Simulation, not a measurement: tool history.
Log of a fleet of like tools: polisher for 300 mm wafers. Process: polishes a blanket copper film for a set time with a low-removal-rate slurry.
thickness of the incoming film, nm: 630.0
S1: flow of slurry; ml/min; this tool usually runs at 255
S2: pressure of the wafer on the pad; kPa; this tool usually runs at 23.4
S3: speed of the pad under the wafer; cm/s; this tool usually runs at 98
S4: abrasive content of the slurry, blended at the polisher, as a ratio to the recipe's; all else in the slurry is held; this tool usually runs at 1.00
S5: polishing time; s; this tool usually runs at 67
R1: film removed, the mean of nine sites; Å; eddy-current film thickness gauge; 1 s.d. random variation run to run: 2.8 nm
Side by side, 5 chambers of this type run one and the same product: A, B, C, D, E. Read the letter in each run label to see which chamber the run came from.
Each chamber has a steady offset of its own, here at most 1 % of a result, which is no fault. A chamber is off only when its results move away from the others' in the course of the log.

| run | hour | S1 | S2 | S3 | S4 | S5 | R1 |
|---|---|---|---|---|---|---|---|
| 1A | 6.9 | 255 | 23.4 | 98 | 1.00 | 67 | 2380.5 |
|  | 8.1 | chamber B: slurry blender recalibrated |
| 2E | 14.5 | 255 | 23.4 | 98 | 1.00 | 67 | 2392.9 |
| 3C | 20.7 | 255 | 23.4 | 98 | 1.00 | 67 | 2334.5 |
|  | 22.4 | chamber B: slurry nozzle cleaned |
|  | 24.1 | chamber B: worn pad replaced by a new one |
| 4D | 24.8 | 255 | 23.4 | 98 | 1.00 | 67 | 2323.7 |
| 5B | 28.4 | 255 | 23.4 | 98 | 1.00 | 67 | 2362.3 |
| 6C | 33.7 | 255 | 23.4 | 98 | 1.00 | 67 | 2385.6 |
|  | 36.3 | chamber C: worn pad replaced by a new one |
| 7E | 41.0 | 255 | 23.4 | 98 | 1.00 | 67 | 2381.7 |
|  | 45.3 | chamber E: slurry blender recalibrated |
| 8A | 45.9 | 255 | 23.4 | 98 | 1.00 | 67 | 2406.1 |
|  | 46.0 | chamber E: slurry nozzle cleaned |
|  | 47.9 | chamber D: worn pad replaced by a new one |
| 9B | 52.2 | 255 | 23.4 | 98 | 1.00 | 67 | 2423.1 |
| 10D | 58.1 | 255 | 23.4 | 98 | 1.00 | 67 | 2347.3 |
| 11D | 65.5 | 170 | 23.4 | 80 | 1.00 | 67 | 1820.4 |
| 12E | 70.7 | 170 | 23.4 | 80 | 1.00 | 67 | 1812.5 |
|  | 71.3 | chamber A: worn pad replaced by a new one |
|  | 72.4 | chamber E: worn pad replaced by a new one |
|  | 74.0 | chamber B: worn pad replaced by a new one |
| 13C | 78.4 | 170 | 23.4 | 80 | 1.00 | 67 | 1832.9 |
|  | 80.4 | chamber C: slurry nozzle cleaned |
|  | 80.6 | chamber A: slurry blender recalibrated |
| 14A | 82.0 | 170 | 23.4 | 80 | 1.00 | 67 | 1838.7 |
| 15B | 85.4 | 170 | 23.4 | 80 | 1.00 | 67 | 1867.2 |
|  | 87.4 | chamber D: slurry nozzle cleaned |
|  | 90.6 | chamber C: worn pad replaced by a new one |
| 16C | 91.1 | 255 | 23.4 | 98 | 1.00 | 67 | 2359.7 |
| 17E | 97.0 | 255 | 23.4 | 98 | 1.00 | 67 | 2347.2 |
| 18B | 100.7 | 255 | 23.4 | 98 | 0.80 | 46 | 1557.3 |
|  | 101.6 | chamber D: worn pad replaced by a new one |
| 19A | 106.0 | 255 | 23.4 | 98 | 0.80 | 46 | 1522.5 |
| 20D | 110.1 | 255 | 23.4 | 98 | 0.80 | 46 | 1524.6 |
| 21A | 115.8 | 255 | 23.4 | 98 | 0.80 | 46 | 1525.3 |
| 22E | 121.4 | 255 | 23.4 | 98 | 0.80 | 46 | 1576.1 |
| 23C | 127.8 | 255 | 28.3 | 118 | 1.00 | 67 | 3413.9 |
|  | 128.1 | chamber B: worn pad replaced by a new one |
| 24B | 133.5 | 255 | 28.3 | 118 | 1.00 | 67 | 3406.4 |
|  | 139.3 | chamber C: worn pad replaced by a new one |
| 25D | 140.9 | 255 | 28.3 | 118 | 1.00 | 67 | 3386.1 |
|  | 147.1 | chamber B: slurry blender recalibrated |
| 26D | 147.4 | 255 | 28.3 | 118 | 1.00 | 67 | 3454.3 |
|  | 148.8 | chamber A: worn pad replaced by a new one |
| 27A | 154.7 | 255 | 28.3 | 118 | 1.00 | 67 | 3282.8 |
|  | 156.8 | chamber D: worn pad replaced by a new one |
|  | 161.2 | chamber E: worn pad replaced by a new one |
| 28C | 161.2 | 255 | 23.4 | 98 | 1.00 | 67 | 2375.9 |
| 29B | 168.1 | 255 | 23.4 | 98 | 1.00 | 67 | 2395.3 |
|  | 175.2 | chamber B: worn pad replaced by a new one |
| 30E | 175.2 | 255 | 23.4 | 98 | 1.00 | 67 | 2340.6 |
| 31A | 180.1 | 255 | 23.4 | 98 | 1.25 | 67 | 2336.4 |
| 32D | 187.1 | 255 | 23.4 | 98 | 1.25 | 67 | 2481.3 |
| 33C | 192.6 | 255 | 23.4 | 98 | 1.25 | 67 | 2479.2 |
| 34B | 196.8 | 255 | 23.4 | 98 | 1.25 | 67 | 2475.1 |
| 35E | 201.7 | 255 | 23.4 | 98 | 1.25 | 67 | 2495.7 |
|  | 202.6 | chamber C: worn pad replaced by a new one |
| 36D | 207.3 | 255 | 23.4 | 98 | 1.00 | 67 | 2417.6 |
| 37B | 210.8 | 255 | 23.4 | 98 | 1.00 | 67 | 2315.5 |
| 38A | 216.1 | 255 | 23.4 | 98 | 1.00 | 67 | 2203.2 |
|  | 216.6 | chamber C: slurry blender recalibrated |
| 39C | 222.3 | 255 | 23.4 | 98 | 1.00 | 49 | 1726.9 |
| 40E | 225.8 | 255 | 23.4 | 98 | 1.00 | 49 | 1767.7 |

Does one chamber stand apart from the rest, does the shared gauge drift, or is all well apart from small per-chamber offsets? Give the chamber and the most likely cause, where there is one.

Little by little, chamber A moves away from the other chambers.
Cause: head's pressure below its setpoint, % = 9.59.
The log may not tell that from: abrasive missing from the slurry, %.

Which of the 4 candidates below, each the usual settings with something changed and its results left as question marks, puts chamber A back in line with what the other chambers give on the usual settings?
A result is in line if it is within this distance of the other chambers' mean on the usual settings: R1 98.0 Å
| 41A-1 | 231.5 | 255 | 23.4 | 104 | 1.00 | 70 | ? |
| 41A-2 | 231.5 | 255 | 23.4 | 98 | 1.00 | 66 | ? |
| 41A-3 | 231.5 | 205 | 23.4 | 98 | 0.70 | 67 | ? |
| 41A-4 | 231.5 | 255 | 24.1 | 98 | 1.00 | 67 | ? |

The other chambers' mean on the usual settings: R1 2363.5 Å
| run | R1 |
|---|---|
| 41A-1 | 2345.2 |
| 41A-2 | 2081.8 |
| 41A-3 | 1912.5 |
| 41A-4 | 2176.4 |
41A-1 is the one that brings the chamber's results back in line with the other chambers.
